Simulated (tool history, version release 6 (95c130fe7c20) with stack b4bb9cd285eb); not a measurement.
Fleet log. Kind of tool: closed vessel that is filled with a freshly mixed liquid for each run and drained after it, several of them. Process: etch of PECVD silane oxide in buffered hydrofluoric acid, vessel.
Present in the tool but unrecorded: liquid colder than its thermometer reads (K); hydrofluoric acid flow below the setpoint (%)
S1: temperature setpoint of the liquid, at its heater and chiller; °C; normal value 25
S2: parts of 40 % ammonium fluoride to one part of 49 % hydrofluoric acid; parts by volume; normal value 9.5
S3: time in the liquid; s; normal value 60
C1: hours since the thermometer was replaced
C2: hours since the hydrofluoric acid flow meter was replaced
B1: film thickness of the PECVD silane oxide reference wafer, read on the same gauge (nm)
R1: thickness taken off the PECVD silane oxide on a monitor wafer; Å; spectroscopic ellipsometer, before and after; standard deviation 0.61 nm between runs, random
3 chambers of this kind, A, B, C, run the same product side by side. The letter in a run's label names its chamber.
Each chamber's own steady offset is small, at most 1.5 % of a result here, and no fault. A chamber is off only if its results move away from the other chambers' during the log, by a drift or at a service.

run   hour    S1   S2  S3     C1      C2      B1      R1
       1.8  -- chamber A: hydrofluoric acid flow meter replaced
 1C    3.1    25  9.5  60  197.2  1213.1  140.02  1815.6
 2B    6.5    25  9.5  60  496.8   235.2     140  1801.8
 3A   13.4    25  9.5  60  501.1    11.6  140.02  1794.4
 4A   17.2    25  9.5  60  504.9    15.4  139.99  1795.9
 5B   21.7    25  9.5  60    512   250.4  140.06  1798.3
 6C   26.5    25  9.5  60  220.6  1236.5     140  1825.2
 7C   31.2    25  9.5  60  225.3  1241.2  140.04  1816.2
 8B   35.5    25  9.5  60  525.8   264.2  140.03  1799.7
 9A     42    25  9.5  60  529.7    40.2  140.04  1799.8
10A     49    25  9.5  60  536.7    47.2  139.96  1801.2
11B   55.6    25  9.5  60  545.9   284.3  140.01  1793.1
12C     60    25  9.5  60  254.1    1270  140.01  1816.6
13C   64.1    25  9.5  60  258.2  1274.1  139.99  1813.4
14B   69.6  28.5  9.5  45  559.9   298.3  140.02  1625.7
15A   75.9  28.5  9.5  45  563.6    74.1  139.98  1637.1
16B   79.6  28.5  9.5  45  569.9   308.3  139.95  1616.3
17A     85    25  9.5  60  572.7    83.2     140    1806
18C   89.9    25  9.5  60    284  1299.9  139.97    1825
19C   94.1    25  9.5  60  288.2  1304.1     140  1817.5
20B  101.1    25  9.5  60  591.4   329.8  140.01    1793
21A  107.5    25  9.5  60  595.2   105.7  139.99  1805.5
22B  111.4    25  9.5  60  601.7   340.1  140.02  1785.4
23A  115.6    25  9.5  60  603.3   113.8  140.01  1806.4
24C    120    25  9.5  60  314.1    1330  140.01  1821.7
25A  126.1    25  9.5  60  613.8   124.3  139.99  1808.3
26B    133    25  9.5  60  623.3   361.7  139.98  1775.8
27C  139.8    25    6  30  333.9  1349.8  139.99  1402.8
28C  145.9    25    6  30    340  1355.9  140.02  1396.8
29A  149.8    25    6  30  637.5     148  139.99  1404.6
30B  155.5    25  9.5  60  645.8   384.2  139.97  1768.2
31C  158.7    25  9.5  60  352.8  1368.7     140  1826.9
32A  162.3    25  9.5  60    650   160.5  140.04  1810.2
33B  167.7    25  9.5  60    658   396.4  140.01    1776
     171.8  -- chamber A: thermometer replaced
34C  171.9    25  9.5  60    366  1381.9  139.98  1831.9
35A  178.8  27.5  9.5  50      7     177  139.96  1726.6
36B    182  27.5  9.5  50  672.3   410.7  139.99  1685.9
37B  187.4  27.5  9.5  50  677.7   416.1  140.01  1690.9
38C  191.4    25  9.5  60  385.5  1401.4  140.01  1823.3
39A  195.1    25  9.5  60   23.3   193.3  139.97  1804.8
40B  199.8    25  9.5  60  690.1   428.5  139.99  1772.7
41A  206.6    25  9.5  60   34.8   204.8  139.99  1809.6
42C  213.4    25  9.5  60  407.5  1423.4  139.99  1825.9
43B  217.8    25  9.5  60  708.1   446.5     140  1775.7
44A  222.7    25  9.5  60   50.9   220.9     140  1820.8

All 3 chambers run these settings next. Forecast each chamber's results:
45A  227.9  25  9.5  60               ?
45B  227.9  25  9.5  60               ?
45C  227.9  25  9.5  60               ?

run      R1
45A  1813.3
45B  1762.2
45C  1813.1

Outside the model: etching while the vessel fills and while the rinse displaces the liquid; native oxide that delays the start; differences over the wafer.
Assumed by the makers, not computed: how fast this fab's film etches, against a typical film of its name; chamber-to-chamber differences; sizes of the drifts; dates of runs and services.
